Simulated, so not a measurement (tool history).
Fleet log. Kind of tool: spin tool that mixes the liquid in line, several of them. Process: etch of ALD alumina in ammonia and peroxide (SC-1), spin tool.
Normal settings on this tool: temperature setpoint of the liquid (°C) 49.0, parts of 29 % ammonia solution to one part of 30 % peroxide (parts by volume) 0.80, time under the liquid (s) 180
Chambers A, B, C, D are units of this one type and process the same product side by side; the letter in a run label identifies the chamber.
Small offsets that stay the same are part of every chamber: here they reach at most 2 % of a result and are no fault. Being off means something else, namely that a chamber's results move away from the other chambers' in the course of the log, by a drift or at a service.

run	day	temperature setpoint of the liquid (°C)	parts of 29 % ammonia solution to one part of 30 % peroxide (parts by volume)	time under the liquid (s)	hours since the thermometer was replaced	hours since the ammonia flow meter was replaced	hours since the heated supply line was repaired	hours since the drum of ammonia solution was connected	read-back film thickness of the ALD alumina reference wafer, read on the same gauge (nm)	thickness taken off the ALD alumina on a monitor wafer (nm)
1B	0.421	49.0	0.80	180	467.1	1653.4	1147.8	547.0	59.996	13.208
2A	0.671	49.0	0.80	180	1153.6	517.6	1155.6	417.7	60.020	13.506
3D	1.150	49.0	0.80	180	1017.1	230.0	1381.6	179.2	60.007	13.317
4C	1.538	49.0	0.80	180	118.9	888.3	86.2	141.1	60.037	13.209
5D	1.933	49.0	0.45	220	1035.9	248.8	1400.4	198.0	60.016	15.406
6C	2.475	49.0	0.45	220	141.4	910.8	108.7	163.6	60.022	15.300
7A	2.979	49.0	0.45	220	1209.0	573.0	1211.0	473.1	60.003	15.517
8B	3.521	49.0	0.45	220	541.5	1727.8	1222.2	621.4	60.001	15.321
9A	4.088	49.0	0.80	180	1235.6	599.6	1237.6	499.7	60.009	13.419
# day 4.546: chamber C: new drum of ammonia solution connected
10C	4.638	49.0	1.15	180	193.3	962.7	160.6	2.3	59.989	13.653
11B	5.108	49.0	1.15	180	579.6	1765.9	1260.3	659.5	60.009	13.751
12D	5.392	49.0	1.15	180	1118.9	331.8	1483.4	281.0	60.011	13.394
13B	5.788	49.0	1.15	180	595.9	1782.2	1276.6	675.8	59.983	13.780
14C	6.083	49.0	0.80	180	228.0	997.4	195.3	37.0	59.981	13.169
15D	6.404	49.0	0.80	180	1143.2	356.1	1507.7	305.3	60.034	13.006
16A	6.817	49.0	0.80	180	1301.1	665.1	1303.1	565.2	60.049	13.391
17B	7.258	49.0	0.80	180	631.2	1817.5	1311.9	711.1	60.000	13.281
18C	7.546	49.0	0.80	180	263.1	1032.5	230.4	72.1	60.006	13.114
19A	7.792	54.5	0.80	180	1324.5	688.5	1326.5	588.6	60.031	18.107
20D	8.196	54.5	0.80	180	1186.2	399.1	1550.7	348.3	60.023	17.174
21D	8.588	54.5	0.80	180	1195.6	408.5	1560.1	357.7	60.020	17.277
22A	9.079	54.5	0.80	180	1355.4	719.4	1357.4	619.5	59.979	18.082
23C	9.529	49.0	0.80	180	310.7	1080.1	278.0	119.7	60.032	13.222
24B	10.050	49.0	0.80	180	698.2	1884.5	1378.9	778.1	60.020	13.144
25B	10.542	49.0	0.80	180	710.0	1896.3	1390.7	789.9	60.029	13.217
26A	11.046	49.0	0.80	180	1402.6	766.6	1404.6	666.7	59.971	13.505
27D	11.529	49.0	0.80	180	1266.2	479.1	1630.7	428.3	60.022	12.626
28C	11.833	49.0	0.80	180	366.0	1135.4	333.3	175.0	59.995	13.125
29C	12.362	49.0	0.95	180	378.7	1148.1	346.0	187.7	60.010	13.382
30D	12.712	49.0	0.95	180	1294.6	507.5	1659.1	456.7	59.995	12.790
31B	13.217	49.0	0.95	180	774.2	1960.5	1454.9	854.1	60.009	13.478
32A	13.579	49.0	0.95	180	1463.4	827.4	1465.4	727.5	60.002	13.664

Read the log: is a single chamber off, either drifting away or since a service, is the gauge that measures every chamber drifting, or is nothing wrong beyond small per-chamber offsets? Name any odd chamber and what most likely caused it.

Little by little, chamber D moves away from the other chambers.
Most likely cause: liquid colder than its thermometer reads (K) = 1.11.
It could be hard to tell apart here from: temperature lost on the way to the wafer (K).

Chamber D could run next with any of the 4 candidate recipes listed below; each alters the usual settings, and their results appear as question marks. Which one brings its results back in line with what the other chambers deliver on the usual settings?
To be in line, a result may differ from the other chambers' mean on the usual settings by at most: thickness taken off the ALD alumina on a monitor wafer (nm) 0.230
33D-1	13.983	48.5	0.80	180						?
33D-2	13.983	49.5	0.80	185						?
33D-3	13.983	48.0	0.80	180						?
33D-4	13.983	49.5	0.80	180						?

Average result of the remaining chambers running the usual settings: thickness taken off the ALD alumina on a monitor wafer (nm) 13.260
run	thickness taken off the ALD alumina on a monitor wafer (nm)
33D-1	12.150
33D-2	13.190
33D-3	11.814
33D-4	12.833
33D-2 brings the chamber back in line.

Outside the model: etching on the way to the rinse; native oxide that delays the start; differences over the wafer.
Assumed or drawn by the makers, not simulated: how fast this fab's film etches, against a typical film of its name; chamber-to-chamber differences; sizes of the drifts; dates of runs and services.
